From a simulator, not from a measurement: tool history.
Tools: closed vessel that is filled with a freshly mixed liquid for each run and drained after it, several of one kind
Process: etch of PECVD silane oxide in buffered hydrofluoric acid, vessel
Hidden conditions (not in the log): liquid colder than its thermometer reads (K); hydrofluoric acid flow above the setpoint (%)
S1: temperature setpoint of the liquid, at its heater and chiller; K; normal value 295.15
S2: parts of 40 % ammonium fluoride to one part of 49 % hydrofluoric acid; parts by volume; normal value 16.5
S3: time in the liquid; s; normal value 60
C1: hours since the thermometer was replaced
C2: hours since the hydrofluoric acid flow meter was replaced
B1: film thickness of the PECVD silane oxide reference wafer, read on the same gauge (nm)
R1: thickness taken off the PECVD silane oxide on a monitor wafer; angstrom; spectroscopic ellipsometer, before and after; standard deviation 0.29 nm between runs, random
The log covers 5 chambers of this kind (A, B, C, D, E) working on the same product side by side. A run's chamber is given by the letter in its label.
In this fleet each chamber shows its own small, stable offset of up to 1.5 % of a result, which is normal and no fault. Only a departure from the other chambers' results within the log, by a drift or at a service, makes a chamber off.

run    day      S1    S2  S3      C1      C2      B1      R1
     0.317  -- chamber B: hydrofluoric acid flow meter replaced
 1E  0.354  295.15  16.5  60  1344.3   599.4  130.00  709.53
 2C  0.767  295.15  16.5  60  1507.9   942.4  130.00  720.59
 3A  1.083  295.15  16.5  60  1197.8   624.8  129.99  703.81
 4B  1.312  295.15  16.5  60   497.2    24.0  130.00  711.11
 5D  1.700  295.15  16.5  60   540.9    79.7  129.99  695.80
 6B  1.983  295.15  16.5  60   513.3    40.1  130.00  709.97
 7D  2.196  295.15  16.5  60   552.8    91.6  130.01  700.07
 8E  2.438  295.15  16.5  60  1394.3   649.4  130.02  707.87
 9A  2.621  295.15  16.5  60  1234.7   661.7  129.99  712.60
10C  2.829  295.15  16.5  60  1557.4   991.9  130.02  717.39
11C  3.054  292.15  16.5  60  1562.8   997.3  130.02  610.82
12A  3.250  292.15  16.5  60  1249.8   676.8  130.00  602.95
13E  3.600  292.15  16.5  60  1422.2   677.3  130.01  595.62
14B  4.017  292.15  16.5  60   562.1    88.9  129.97  597.98
15D  4.225  292.15  16.5  60   601.5   140.3  130.01  592.15
16C  4.550  295.15  16.5  60  1598.7  1033.2  129.99  724.32
17B  4.812  295.15  16.5  60   581.2   108.0  130.00  713.07
18E  5.062  295.15  16.5  60  1457.3   712.4  130.00  706.70
19D  5.462  295.15  16.5  60   631.2   170.0  130.00  701.69
20A  5.796  295.15  16.5  60  1310.9   737.9  130.00  715.11
21C  6.054  295.15  16.5  60  1634.8  1069.3  129.98  716.36
     6.304  -- chamber C: hydrofluoric acid flow meter replaced
22E  6.442  295.15  16.5  60  1490.4   745.5  130.00  702.22
23D  6.700  295.15  16.5  60   660.9   199.7  129.97  695.57
     6.758  -- chamber C: thermometer replaced
24A  7.067  295.15  16.5  60  1341.4   768.4  130.00  709.16
25B  7.367  295.15  16.5  60   642.5   169.3  129.98  703.95
26B  7.633  295.15  16.5  60   648.9   175.7  130.00  710.65
27D  8.029  295.15  16.5  60   692.8   231.6  129.99  701.41
28E  8.388  295.15  16.5  60  1537.1   792.2  129.99  698.78
29C  8.792  295.15  21.5  60    48.8    59.8  130.01  564.87
30A  9.012  295.15  21.5  60  1388.1   815.1  129.99  558.41
31E  9.275  295.15  21.5  60  1558.4   813.5  130.01  553.79
32B  9.500  295.15  21.5  60   693.7   220.5  130.01  559.44
33A  9.821  295.15  21.5  60  1407.5   834.5  130.01  560.83

For the next run the whole fleet of 5 chambers uses the same settings. Give each chamber's results:
34A  10.117  295.15  16.5  60               ?
34B  10.117  295.15  16.5  60               ?
34C  10.117  295.15  16.5  60               ?
34D  10.117  295.15  16.5  60               ?
34E  10.117  295.15  16.5  60               ?

run      R1
34A  714.29
34B  707.16
34C  720.85
34D  701.56
34E  703.67
